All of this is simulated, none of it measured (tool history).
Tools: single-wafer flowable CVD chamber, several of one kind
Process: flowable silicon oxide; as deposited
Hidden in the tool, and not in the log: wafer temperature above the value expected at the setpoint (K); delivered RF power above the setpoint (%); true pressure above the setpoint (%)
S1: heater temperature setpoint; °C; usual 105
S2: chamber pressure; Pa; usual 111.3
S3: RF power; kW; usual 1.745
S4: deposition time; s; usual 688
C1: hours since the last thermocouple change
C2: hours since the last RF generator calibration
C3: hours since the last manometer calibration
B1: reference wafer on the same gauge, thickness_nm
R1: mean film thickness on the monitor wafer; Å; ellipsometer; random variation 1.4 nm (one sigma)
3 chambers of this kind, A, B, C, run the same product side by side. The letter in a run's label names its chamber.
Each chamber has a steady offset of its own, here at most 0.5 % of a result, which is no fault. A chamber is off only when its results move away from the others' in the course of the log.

{"run": "1A", "day": 0.367, "S1": 105, "S2": 111.3, "S3": 1.745, "S4": 688, "C1": 2650.9, "C2": 944.9, "C3": 1138.5, "B1": 341.87, "R1": 3594.8}
{"run": "2C", "day": 0.692, "S1": 105, "S2": 111.3, "S3": 1.745, "S4": 688, "C1": 1415.0, "C2": 770.1, "C3": 335.4, "B1": 342.08, "R1": 3607.3}
{"run": "3B", "day": 0.925, "S1": 105, "S2": 111.3, "S3": 1.745, "S4": 688, "C1": 649.9, "C2": 2018.6, "C3": 945.4, "B1": 341.8, "R1": 3603.5}
{"run": "4A", "day": 1.167, "S1": 105, "S2": 111.3, "S3": 1.745, "S4": 688, "C1": 2670.1, "C2": 964.1, "C3": 1157.7, "B1": 341.99, "R1": 3628.9}
{"run": "5C", "day": 1.529, "S1": 105, "S2": 111.3, "S3": 1.745, "S4": 688, "C1": 1435.1, "C2": 790.2, "C3": 355.5, "B1": 342.29, "R1": 3653.7}
{"run": "6B", "day": 1.9, "S1": 105, "S2": 111.3, "S3": 1.745, "S4": 688, "C1": 673.3, "C2": 2042.0, "C3": 968.8, "B1": 341.77, "R1": 3617.0}
{"run": "7B", "day": 2.188, "S1": 105, "S2": 111.3, "S3": 1.745, "S4": 688, "C1": 680.2, "C2": 2048.9, "C3": 975.7, "B1": 341.74, "R1": 3598.9}
{"day": 2.562, "done": "chamber C: RF generator calibrated"}
{"run": "8C", "day": 2.683, "S1": 105, "S2": 111.3, "S3": 1.745, "S4": 688, "C1": 1462.8, "C2": 2.9, "C3": 383.2, "B1": 341.81, "R1": 3630.5}
{"run": "9A", "day": 3.021, "S1": 105, "S2": 111.3, "S3": 1.745, "S4": 688, "C1": 2714.6, "C2": 1008.6, "C3": 1202.2, "B1": 342.0, "R1": 3614.5}
{"run": "10C", "day": 3.4, "S1": 105, "S2": 111.3, "S3": 1.745, "S4": 688, "C1": 1480.0, "C2": 20.1, "C3": 400.4, "B1": 341.98, "R1": 3644.5}
{"run": "11A", "day": 3.729, "S1": 105, "S2": 111.3, "S3": 1.745, "S4": 688, "C1": 2731.6, "C2": 1025.6, "C3": 1219.2, "B1": 341.61, "R1": 3602.7}
{"run": "12B", "day": 4.004, "S1": 105, "S2": 111.3, "S3": 1.745, "S4": 688, "C1": 723.8, "C2": 2092.5, "C3": 1019.3, "B1": 341.5, "R1": 3617.8}
{"day": 4.083, "done": "chamber A: RF generator calibrated"}
{"run": "13B", "day": 4.283, "S1": 105, "S2": 111.3, "S3": 1.745, "S4": 631, "C1": 730.5, "C2": 2099.2, "C3": 1026.0, "B1": 342.02, "R1": 3298.9}
{"run": "14C", "day": 4.771, "S1": 105, "S2": 111.3, "S3": 1.745, "S4": 631, "C1": 1512.9, "C2": 53.0, "C3": 433.3, "B1": 342.26, "R1": 3338.1}
{"run": "15A", "day": 5.0, "S1": 105, "S2": 111.3, "S3": 1.745, "S4": 631, "C1": 2762.1, "C2": 22.1, "C3": 1249.7, "B1": 342.06, "R1": 3302.8}
{"run": "16C", "day": 5.317, "S1": 105, "S2": 111.3, "S3": 1.745, "S4": 688, "C1": 1526.0, "C2": 66.1, "C3": 446.4, "B1": 341.93, "R1": 3631.7}
{"day": 5.688, "done": "chamber A: thermocouple changed; heater temperature recalibrated"}
{"run": "17A", "day": 5.767, "S1": 105, "S2": 111.3, "S3": 1.745, "S4": 688, "C1": 1.9, "C2": 40.5, "C3": 1268.1, "B1": 342.14, "R1": 3475.4}
{"run": "18B", "day": 6.179, "S1": 105, "S2": 111.3, "S3": 1.745, "S4": 688, "C1": 776.0, "C2": 2144.7, "C3": 1071.5, "B1": 341.59, "R1": 3616.0}
{"run": "19A", "day": 6.617, "S1": 105, "S2": 111.3, "S3": 1.745, "S4": 688, "C1": 22.3, "C2": 60.9, "C3": 1288.5, "B1": 342.16, "R1": 3491.8}
{"run": "20B", "day": 7.012, "S1": 93, "S2": 111.3, "S3": 1.745, "S4": 688, "C1": 796.0, "C2": 2164.7, "C3": 1091.5, "B1": 342.0, "R1": 5418.1}
{"run": "21C", "day": 7.288, "S1": 93, "S2": 111.3, "S3": 1.745, "S4": 688, "C1": 1573.3, "C2": 113.4, "C3": 493.7, "B1": 342.11, "R1": 5430.2}
{"run": "22C", "day": 7.712, "S1": 93, "S2": 111.3, "S3": 1.745, "S4": 688, "C1": 1583.5, "C2": 123.6, "C3": 503.9, "B1": 342.08, "R1": 5424.9}
{"run": "23B", "day": 8.212, "S1": 105, "S2": 111.3, "S3": 1.745, "S4": 688, "C1": 824.8, "C2": 2193.5, "C3": 1120.3, "B1": 341.73, "R1": 3597.9}
{"run": "24A", "day": 8.479, "S1": 105, "S2": 111.3, "S3": 1.745, "S4": 688, "C1": 67.0, "C2": 105.6, "C3": 1333.2, "B1": 341.94, "R1": 3461.1}
{"day": 8.65, "done": "chamber B: RF generator calibrated"}
{"run": "25C", "day": 8.925, "S1": 105, "S2": 111.3, "S3": 1.745, "S4": 688, "C1": 1612.6, "C2": 152.7, "C3": 533.0, "B1": 341.96, "R1": 3619.2}
{"run": "26A", "day": 9.204, "S1": 105, "S2": 111.3, "S3": 1.745, "S4": 688, "C1": 84.4, "C2": 123.0, "C3": 1350.6, "B1": 342.19, "R1": 3467.1}
{"run": "27B", "day": 9.525, "S1": 105, "S2": 111.3, "S3": 1.745, "S4": 688, "C1": 856.3, "C2": 21.0, "C3": 1151.8, "B1": 342.0, "R1": 3597.4}
{"run": "28B", "day": 9.954, "S1": 105, "S2": 111.3, "S3": 1.745, "S4": 688, "C1": 866.6, "C2": 31.3, "C3": 1162.1, "B1": 341.84, "R1": 3642.6}
{"run": "29C", "day": 10.329, "S1": 105, "S2": 130.3, "S3": 1.595, "S4": 688, "C1": 1646.3, "C2": 186.4, "C3": 566.7, "B1": 341.95, "R1": 4305.1}
{"run": "30A", "day": 10.617, "S1": 105, "S2": 130.3, "S3": 1.595, "S4": 688, "C1": 118.3, "C2": 156.9, "C3": 1384.5, "B1": 342.03, "R1": 4150.1}
{"run": "31A", "day": 10.983, "S1": 105, "S2": 130.3, "S3": 1.595, "S4": 688, "C1": 127.1, "C2": 165.7, "C3": 1393.3, "B1": 342.0, "R1": 4152.6}
{"run": "32C", "day": 11.467, "S1": 105, "S2": 111.3, "S3": 1.855, "S4": 790, "C1": 1673.6, "C2": 213.7, "C3": 594.0, "B1": 341.9, "R1": 4232.4}
{"run": "33B", "day": 11.738, "S1": 105, "S2": 111.3, "S3": 1.855, "S4": 790, "C1": 909.4, "C2": 74.1, "C3": 1204.9, "B1": 342.3, "R1": 4234.6}

What goes on in this fleet: one chamber off, a drifting gauge, or nothing beyond the chambers' own small offsets? Name the chamber and the cause, if any.

A service left chamber A off against the others.
Cause: wafer temperature above the value expected at the setpoint (K) = 1.27.

Here are 4 candidates for chamber A's next run, each the usual settings with a change, their results left as question marks. Which one brings its results back in line with what the others give on the usual settings?
In line means no further than this from the other chambers' mean on the usual settings: R1 49.0 Å
{"run": "34A-1", "day": 12.096, "S1": 105, "S2": 112.4, "S3": 1.745, "S4": 691, "R1": "?"}
{"run": "34A-2", "day": 12.096, "S1": 104, "S2": 112.1, "S3": 1.745, "S4": 690, "R1": "?"}
{"run": "34A-3", "day": 12.096, "S1": 105, "S2": 111.3, "S3": 1.53, "S4": 688, "R1": "?"}
{"run": "34A-4", "day": 12.096, "S1": 105, "S2": 109.9, "S3": 1.74, "S4": 688, "R1": "?"}

The other chambers' mean on the usual settings: R1 3622.5 Å
run=34A-1 R1=3536.0
run=34A-2 R1=3636.9
run=34A-3 R1=3351.3
run=34A-4 R1=3414.4
34A-2 brings the chamber back in line.
